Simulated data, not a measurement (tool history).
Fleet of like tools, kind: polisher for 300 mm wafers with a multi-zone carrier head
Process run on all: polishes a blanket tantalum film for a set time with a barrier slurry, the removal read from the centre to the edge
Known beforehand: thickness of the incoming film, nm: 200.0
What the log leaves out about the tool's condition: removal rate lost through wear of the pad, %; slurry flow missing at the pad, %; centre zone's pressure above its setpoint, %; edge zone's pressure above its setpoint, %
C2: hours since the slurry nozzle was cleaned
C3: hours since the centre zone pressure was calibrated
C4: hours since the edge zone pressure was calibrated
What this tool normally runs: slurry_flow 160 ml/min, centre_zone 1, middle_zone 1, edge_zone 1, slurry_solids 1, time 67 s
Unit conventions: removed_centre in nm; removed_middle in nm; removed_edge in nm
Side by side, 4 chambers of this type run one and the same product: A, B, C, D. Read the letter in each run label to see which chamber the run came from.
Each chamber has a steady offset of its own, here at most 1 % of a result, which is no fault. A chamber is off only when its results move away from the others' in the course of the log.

run 1C hour=8.2 | slurry_flow=160 centre_zone=1 middle_zone=1 edge_zone=1 slurry_solids=1 time=67 | wafers_polished_on_this_pad=477 C2=307.7 C3=1307.8 C4=71.7 | removed_centre=86.677 removed_middle=85.908 removed_edge=84.383
run 2A hour=14.7 | slurry_flow=160 centre_zone=1 middle_zone=1 edge_zone=1 slurry_solids=1 time=67 | wafers_polished_on_this_pad=725 C2=528.5 C3=39.1 C4=134.5 | removed_centre=85.377 removed_middle=83.46 removed_edge=84.447
run 3B hour=23.6 | slurry_flow=160 centre_zone=1 middle_zone=1 edge_zone=1 slurry_solids=1 time=67 | wafers_polished_on_this_pad=541 C2=270.2 C3=1086.5 C4=74.5 | removed_centre=82.781 removed_middle=83.503 removed_edge=84.376
run 4D hour=31.1 | slurry_flow=160 centre_zone=1 middle_zone=1 edge_zone=1 slurry_solids=1 time=67 | wafers_polished_on_this_pad=675 C2=175.6 C3=712.3 C4=722.3 | removed_centre=83.347 removed_middle=82.765 removed_edge=83.76
run 5B hour=35.1 | slurry_flow=160 centre_zone=1 middle_zone=1 edge_zone=1 slurry_solids=1 time=67 | wafers_polished_on_this_pad=689 C2=281.7 C3=1098 C4=86 | removed_centre=85.004 removed_middle=81.35 removed_edge=83.476
-- hour=37.4 chamber B: worn pad replaced by a new one
run 6A hour=40.6 | slurry_flow=160 centre_zone=1 middle_zone=1 edge_zone=1 slurry_solids=1 time=67 | wafers_polished_on_this_pad=1058 C2=554.4 C3=65 C4=160.4 | removed_centre=85.35 removed_middle=82.817 removed_edge=84.355
run 7C hour=48.9 | slurry_flow=160 centre_zone=1 middle_zone=1 edge_zone=1 slurry_solids=1 time=67 | wafers_polished_on_this_pad=1001 C2=348.4 C3=1348.5 C4=112.4 | removed_centre=84.732 removed_middle=82.738 removed_edge=82.978
run 8D hour=54 | slurry_flow=160 centre_zone=1 middle_zone=1 edge_zone=1 slurry_solids=1 time=67 | wafers_polished_on_this_pad=970 C2=198.5 C3=735.2 C4=745.2 | removed_centre=81.636 removed_middle=82.696 removed_edge=83.324
-- hour=56.4 chamber A: worn pad replaced by a new one
-- hour=57.1 chamber D: worn pad replaced by a new one
run 9B hour=59.2 | slurry_flow=160 centre_zone=1 middle_zone=1 edge_zone=1 slurry_solids=1 time=67 | wafers_polished_on_this_pad=281 C2=305.8 C3=1122.1 C4=110.1 | removed_centre=85.095 removed_middle=84.701 removed_edge=83.549
run 10A hour=66.8 | slurry_flow=160 centre_zone=1 middle_zone=1 edge_zone=1 slurry_solids=1 time=67 | wafers_polished_on_this_pad=134 C2=580.6 C3=91.2 C4=186.6 | removed_centre=84.964 removed_middle=85.038 removed_edge=83.154
run 11C hour=72.2 | slurry_flow=160 centre_zone=1 middle_zone=1 edge_zone=0.96 slurry_solids=1 time=67 | wafers_polished_on_this_pad=1301 C2=371.7 C3=1371.8 C4=135.7 | removed_centre=83.826 removed_middle=82.304 removed_edge=80.154
run 12D hour=78.3 | slurry_flow=160 centre_zone=1 middle_zone=1 edge_zone=0.96 slurry_solids=1 time=67 | wafers_polished_on_this_pad=273 C2=222.8 C3=759.5 C4=769.5 | removed_centre=84.588 removed_middle=84.549 removed_edge=82.995
run 13D hour=85.4 | slurry_flow=160 centre_zone=1 middle_zone=1 edge_zone=0.96 slurry_solids=1 time=67 | wafers_polished_on_this_pad=365 C2=229.9 C3=766.6 C4=776.6 | removed_centre=85.445 removed_middle=83.662 removed_edge=83.231
-- hour=89.7 chamber B: worn pad replaced by a new one
-- hour=92.2 chamber B: slurry nozzle cleaned
run 14C hour=94.4 | slurry_flow=160 centre_zone=1 middle_zone=1 edge_zone=0.96 slurry_solids=1 time=67 | wafers_polished_on_this_pad=1587 C2=393.9 C3=1394 C4=157.9 | removed_centre=80.234 removed_middle=81.043 removed_edge=79.409
run 15A hour=100.6 | slurry_flow=115 centre_zone=1.11 middle_zone=1 edge_zone=1 slurry_solids=1 time=67 | wafers_polished_on_this_pad=569 C2=614.4 C3=125 C4=220.4 | removed_centre=87.046 removed_middle=79.87 removed_edge=81.613
run 16B hour=106.4 | slurry_flow=115 centre_zone=1.11 middle_zone=1 edge_zone=1 slurry_solids=1 time=67 | wafers_polished_on_this_pad=216 C2=14.2 C3=1169.3 C4=157.3 | removed_centre=88.409 removed_middle=79.107 removed_edge=79.063
run 17A hour=112.9 | slurry_flow=115 centre_zone=1.11 middle_zone=1 edge_zone=1 slurry_solids=1 time=67 | wafers_polished_on_this_pad=728 C2=626.7 C3=137.3 C4=232.7 | removed_centre=86.168 removed_middle=77.746 removed_edge=81.223
run 18D hour=120.5 | slurry_flow=115 centre_zone=1.11 middle_zone=1 edge_zone=1 slurry_solids=1 time=67 | wafers_polished_on_this_pad=817 C2=265 C3=801.7 C4=811.7 | removed_centre=87.752 removed_middle=77.844 removed_edge=77.703
-- hour=120.8 chamber C: centre zone pressure recalibrated
run 19B hour=129.2 | slurry_flow=160 centre_zone=1 middle_zone=1 edge_zone=1 slurry_solids=1 time=67 | wafers_polished_on_this_pad=509 C2=37 C3=1192.1 C4=180.1 | removed_centre=84.735 removed_middle=84.477 removed_edge=85.079
run 20C hour=134.4 | slurry_flow=160 centre_zone=1 middle_zone=1 edge_zone=1 slurry_solids=1 time=67 | wafers_polished_on_this_pad=2102 C2=433.9 C3=13.6 C4=197.9 | removed_centre=77.19 removed_middle=75.518 removed_edge=78.129
run 21C hour=141.5 | slurry_flow=160 centre_zone=1 middle_zone=1 edge_zone=1 slurry_solids=1 time=67 | wafers_polished_on_this_pad=2193 C2=441 C3=20.7 C4=205 | removed_centre=76.891 removed_middle=76.014 removed_edge=77.797
run 22B hour=146.4 | slurry_flow=160 centre_zone=1 middle_zone=1 edge_zone=0.96 slurry_solids=1 time=67 | wafers_polished_on_this_pad=731 C2=54.2 C3=1209.3 C4=197.3 | removed_centre=84.972 removed_middle=82.001 removed_edge=80.899
-- hour=151.1 chamber D: worn pad replaced by a new one
run 23D hour=151.6 | slurry_flow=160 centre_zone=1 middle_zone=1 edge_zone=0.96 slurry_solids=1 time=67 | wafers_polished_on_this_pad=7 C2=296.1 C3=832.8 C4=842.8 | removed_centre=85.902 removed_middle=83.553 removed_edge=83.083
run 24A hour=157 | slurry_flow=160 centre_zone=1 middle_zone=1 edge_zone=0.96 slurry_solids=1 time=67 | wafers_polished_on_this_pad=1296 C2=670.8 C3=181.4 C4=276.8 | removed_centre=83.57 removed_middle=85.828 removed_edge=82.564

Has any chamber moved away from the others, gradually or after a service, or does the common gauge drift, or do the chambers differ only by their own small steady offsets? State the chamber and the most likely cause if one applies.

One chamber, C, drifts off from the rest bit by bit.
Likeliest cause: removal rate lost through wear of the pad, % = 11.6.
It could be hard to tell apart here from: slurry flow missing at the pad, %.

Chamber C could run next with any of the 4 candidate recipes listed below; each alters the usual settings, and their results appear as question marks. Which one brings its results back in line with what the other chambers deliver on the usual settings?
In line here means within this much of the mean the other chambers give on the usual settings: removed_centre 4.3 nm; removed_middle 4.4 nm; removed_edge 3.9 nm
run 25C-1 hour=163.5 | slurry_flow=160 centre_zone=1 middle_zone=0.99 edge_zone=1.01 slurry_solids=1 time=75 | removed_centre=? removed_middle=? removed_edge=?
run 25C-2 hour=163.5 | slurry_flow=155 centre_zone=1 middle_zone=1.02 edge_zone=0.97 slurry_solids=0.95 time=54 | removed_centre=? removed_middle=? removed_edge=?
run 25C-3 hour=163.5 | slurry_flow=165 centre_zone=1 middle_zone=0.98 edge_zone=1.03 slurry_solids=1.05 time=84 | removed_centre=? removed_middle=? removed_edge=?
run 25C-4 hour=163.5 | slurry_flow=160 centre_zone=1 middle_zone=1.01 edge_zone=0.99 slurry_solids=1 time=59 | removed_centre=? removed_middle=? removed_edge=?

The other chambers' mean on the usual settings: removed_centre 84.317 nm; removed_middle 83.878 nm; removed_edge 84.006 nm
run=25C-1 removed_centre=82.148 removed_middle=83.185 removed_edge=82.916
run=25C-2 removed_centre=57.931 removed_middle=60.349 removed_edge=57.353
run=25C-3 removed_centre=93.805 removed_middle=94.038 removed_edge=95.477
run=25C-4 removed_centre=64.633 removed_middle=66.671 removed_edge=64.533
It is 25C-1 that realigns the chamber with its peers.

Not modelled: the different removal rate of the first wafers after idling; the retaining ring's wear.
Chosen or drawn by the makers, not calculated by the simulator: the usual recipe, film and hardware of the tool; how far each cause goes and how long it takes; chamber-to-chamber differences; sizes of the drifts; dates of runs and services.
